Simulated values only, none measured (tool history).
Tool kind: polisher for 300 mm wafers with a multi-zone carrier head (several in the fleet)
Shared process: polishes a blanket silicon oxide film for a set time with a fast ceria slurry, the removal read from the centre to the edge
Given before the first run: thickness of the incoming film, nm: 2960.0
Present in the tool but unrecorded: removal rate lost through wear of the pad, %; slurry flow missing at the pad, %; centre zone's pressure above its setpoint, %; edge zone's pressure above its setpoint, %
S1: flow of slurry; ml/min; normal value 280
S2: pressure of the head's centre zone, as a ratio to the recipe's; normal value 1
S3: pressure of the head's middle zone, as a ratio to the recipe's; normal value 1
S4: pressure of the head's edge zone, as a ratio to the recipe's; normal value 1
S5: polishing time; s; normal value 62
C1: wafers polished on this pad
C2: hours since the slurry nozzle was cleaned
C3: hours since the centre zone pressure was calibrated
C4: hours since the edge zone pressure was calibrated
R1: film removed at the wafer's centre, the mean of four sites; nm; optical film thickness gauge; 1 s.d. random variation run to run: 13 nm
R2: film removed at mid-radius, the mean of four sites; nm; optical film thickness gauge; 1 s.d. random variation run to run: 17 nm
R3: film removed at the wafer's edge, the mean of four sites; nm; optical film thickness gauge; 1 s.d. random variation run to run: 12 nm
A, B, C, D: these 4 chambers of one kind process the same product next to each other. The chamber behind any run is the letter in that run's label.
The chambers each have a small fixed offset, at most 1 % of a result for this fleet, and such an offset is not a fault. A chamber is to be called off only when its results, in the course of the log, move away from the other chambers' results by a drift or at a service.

run    day   S1    S2    S3   S4  S5    C1     C2      C3      C4      R1      R2      R3
     0.021  -- chamber B: edge zone pressure recalibrated
 1D  0.221  280     1     1    1  62   819   55.3  1251.6   402.2    1185  1213.7  1196.7
     0.546  -- chamber B: worn pad replaced by a new one
 2B  0.608  280     1     1    1  62    17  300.2   309.6    14.1  1207.2  1204.8  1205.3
 3C  0.933  280     1     1    1  62   960    157  1362.8  1285.2  1180.5    1227  1220.4
 4A  1.325  280     1     1    1  62   928  414.5   627.8   298.3  1199.9  1214.1  1214.4
 5C  1.625  280     1     1    1  62  1149  173.6  1379.4  1301.8    1211  1217.9  1221.9
 6B  1.825  280     1     1    1  62   351  329.4   338.8    43.3  1200.5    1190  1207.1
     2.012  -- chamber C: worn pad replaced by a new one
 7A  2.204  280     1     1    1  62  1169  435.6   648.9   319.4  1208.7  1211.6  1211.5
 8D   2.55  280     1     1    1  62  1457  111.2  1307.5   458.1  1188.6  1225.7    1215
     2.642  -- chamber C: edge zone pressure recalibrated
     2.717  -- chamber D: worn pad replaced by a new one
     2.808  -- chamber C: centre zone pressure recalibrated
 9A  2.938  280     1     1    1  62  1370  453.2   666.5     337  1199.7  1214.5  1197.8
10C  3.196  280  0.89     1    1  62   324  211.3     9.3    13.3  1185.1  1242.4  1225.3
11B  3.421  280  0.89     1    1  62   788  367.7   377.1    81.6  1074.4  1201.3  1224.9
     3.425  -- chamber A: worn pad replaced by a new one
12D  3.775  280  0.89     1    1  62   290  140.6  1336.9   487.5  1055.5  1233.6  1202.8
13D  4.004  280  0.89     1    1  62   353  146.1  1342.4     493  1053.1  1216.2  1207.5
     4.092  -- chamber D: centre zone pressure recalibrated
14C  4.296  280  1.08     1    1  62   626  237.7    35.7    39.7  1468.2  1188.6  1207.2
15A  4.496  280  1.08     1    1  62   293  490.6   703.9   374.4    1315  1174.6  1221.2
16B  4.775  280  1.08     1    1  62  1159  400.2   409.6   114.1  1309.5  1181.6  1212.8
17A  5.083  280  1.08     1    1  62   454  504.7     718   388.5  1321.9  1208.1  1205.6
18B  5.317  350     1     1    1  51  1308  413.2   422.6   127.1  1011.5  1004.8  1023.9
     5.508  -- chamber B: worn pad replaced by a new one
     5.538  -- chamber A: slurry nozzle cleaned
19C  5.604  350     1     1    1  51   984  269.1    67.1    71.1  1137.6  1013.9  1018.6
20D  6.012  350     1     1    1  51   903  194.3    46.1   541.2  1014.4  996.58  1006.9
21D  6.279  350     1     1    1  51   976  200.7    52.5   547.6  994.77  1006.2  1006.9
22B  6.517  280     1     1    1  62   276    442   451.4   155.9  1205.6  1197.8  1204.5
23C  6.738  375     1     1  1.1  62  1295  296.3    94.3    98.3  1367.7  1232.7  1274.1
     6.742  -- chamber C: worn pad replaced by a new one
     7.029  -- chamber B: centre zone pressure recalibrated
24A  7.062  375     1     1  1.1  62   996   36.6   765.5     436    1261  1234.2  1304.9
     7.275  -- chamber D: worn pad replaced by a new one
25C  7.479  375     1     1  1.1  62   203  314.1   112.1   116.1  1377.4  1226.5  1300.1
26A    7.8  375     1     1  1.1  62  1198   54.3   783.2   453.7  1259.8  1242.2  1289.7
27D   8.05  280     1  1.04    1  62   213  243.2      95   590.1  1206.5  1240.3  1211.4
28B  8.346  280     1  1.04    1  62   777  485.9    31.6   199.8  1228.6  1253.8  1208.7
29C  8.525  280     1  1.04    1  62   489  339.2   137.2   141.2  1349.9  1267.5  1197.8

Is one chamber off against the others, does the gauge drift, or is nothing wrong? If a chamber is off, say which, and what the likeliest cause is.

A service left chamber C off against the others.
Most likely cause: centre zone's pressure above its setpoint, % = 10.7.

Here are 4 candidates for chamber C's next run, each the usual settings with a change, their results left as question marks. Which one brings its results back in line with what the others give on the usual settings?
To be in line, a result may differ from the other chambers' mean on the usual settings by at most: R1 44 nm; R2 59 nm; R3 40 nm
30C-1  8.829  285  1.08  0.99  0.97  63                   ?   ?   ?
30C-2  8.829  270  0.86  1.02  1.05  60                   ?   ?   ?
30C-3  8.829  275  0.92  1.01  1.03  61                   ?   ?   ?
30C-4  8.829  290  1.16  0.98  0.94  64                   ?   ?   ?

On the usual settings, the other chambers give on average: R1 1208.6 nm; R2 1207.7 nm; R3 1211.7 nm
  run      R1      R2      R3
30C-1  1488.9  1222.6  1206.3
30C-2  1101.8  1191.5  1191.7
30C-3    1208  1202.4  1201.3
30C-4  1635.7  1232.1  1207.9
30C-3 is the one that brings the chamber's results back in line with the other chambers.
